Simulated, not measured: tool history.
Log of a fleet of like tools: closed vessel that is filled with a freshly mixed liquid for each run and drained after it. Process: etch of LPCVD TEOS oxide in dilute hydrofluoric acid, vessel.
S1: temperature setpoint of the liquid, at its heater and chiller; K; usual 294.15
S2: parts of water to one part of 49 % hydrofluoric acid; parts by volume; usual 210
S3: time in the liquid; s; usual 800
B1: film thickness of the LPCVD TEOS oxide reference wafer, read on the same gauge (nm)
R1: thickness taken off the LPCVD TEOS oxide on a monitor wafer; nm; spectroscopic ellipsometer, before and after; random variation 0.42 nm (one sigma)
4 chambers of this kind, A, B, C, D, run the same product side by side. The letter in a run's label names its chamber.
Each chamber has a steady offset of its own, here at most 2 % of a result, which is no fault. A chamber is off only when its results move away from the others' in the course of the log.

| run | day | S1 | S2 | S3 | B1 | R1 |
|---|---|---|---|---|---|---|
| 1A | 0.367 | 294.15 | 210 | 800 | 59.997 | 58.766 |
| 2D | 0.629 | 294.15 | 210 | 800 | 59.975 | 58.010 |
| 3B | 0.817 | 294.15 | 210 | 800 | 60.013 | 58.205 |
| 4C | 1.042 | 294.15 | 210 | 800 | 59.988 | 58.002 |
| 5C | 1.238 | 294.15 | 210 | 800 | 59.999 | 58.369 |
| 6B | 1.604 | 294.15 | 210 | 800 | 60.000 | 58.616 |
| 7D | 1.796 | 294.15 | 210 | 800 | 59.973 | 58.242 |
| 8A | 2.000 | 294.15 | 155 | 800 | 60.012 | 83.296 |
| 9C | 2.358 | 294.15 | 155 | 800 | 60.001 | 83.139 |
| 10A | 2.588 | 294.15 | 155 | 800 | 60.008 | 83.484 |
| 11B | 2.896 | 294.15 | 155 | 800 | 59.976 | 83.982 |
| 12D | 3.083 | 294.15 | 210 | 800 | 59.956 | 57.092 |
| 13D | 3.271 | 294.15 | 210 | 800 | 60.006 | 57.892 |
| 14B | 3.558 | 294.15 | 210 | 800 | 60.017 | 58.087 |
| 15C | 3.725 | 294.15 | 210 | 1120 | 59.974 | 83.130 |
| 16A | 3.983 | 294.15 | 210 | 1120 | 60.011 | 82.959 |
| 17B | 4.292 | 294.15 | 210 | 1120 | 60.019 | 81.670 |
| 18A | 4.650 | 294.15 | 210 | 1120 | 59.991 | 81.769 |
| 19D | 4.975 | 290.65 | 310 | 800 | 60.004 | 31.461 |
| 20C | 5.229 | 290.65 | 310 | 800 | 60.017 | 31.996 |
| 21A | 5.462 | 290.65 | 310 | 800 | 60.008 | 32.001 |
| 22C | 5.667 | 290.65 | 310 | 800 | 60.016 | 32.679 |
| 23D | 5.967 | 294.15 | 210 | 800 | 60.022 | 58.230 |
| 24B | 6.188 | 294.15 | 210 | 800 | 59.999 | 57.561 |
| 25C | 6.512 | 294.15 | 210 | 800 | 59.990 | 61.447 |
| 26A | 6.750 | 294.15 | 210 | 800 | 59.979 | 57.605 |
| 27B | 6.950 | 294.15 | 210 | 800 | 60.005 | 57.242 |
| 28D | 7.233 | 294.15 | 210 | 800 | 60.004 | 57.528 |
| 29A | 7.450 | 297.65 | 210 | 800 | 60.012 | 66.988 |
| 30D | 7.683 | 297.65 | 210 | 800 | 59.991 | 65.408 |
| 31B | 7.921 | 297.65 | 210 | 800 | 59.977 | 66.268 |
| 32C | 8.138 | 297.65 | 210 | 800 | 59.989 | 70.766 |

All 4 chambers run these settings next. Forecast each chamber's results:
| 33A | 8.408 | 291.15 | 210 | 800 |  | ? |
| 33B | 8.408 | 291.15 | 210 | 800 |  | ? |
| 33C | 8.408 | 291.15 | 210 | 800 |  | ? |
| 33D | 8.408 | 291.15 | 210 | 800 |  | ? |

| run | R1 |
|---|---|
| 33A | 51.982 |
| 33B | 51.169 |
| 33C | 55.329 |
| 33D | 51.372 |
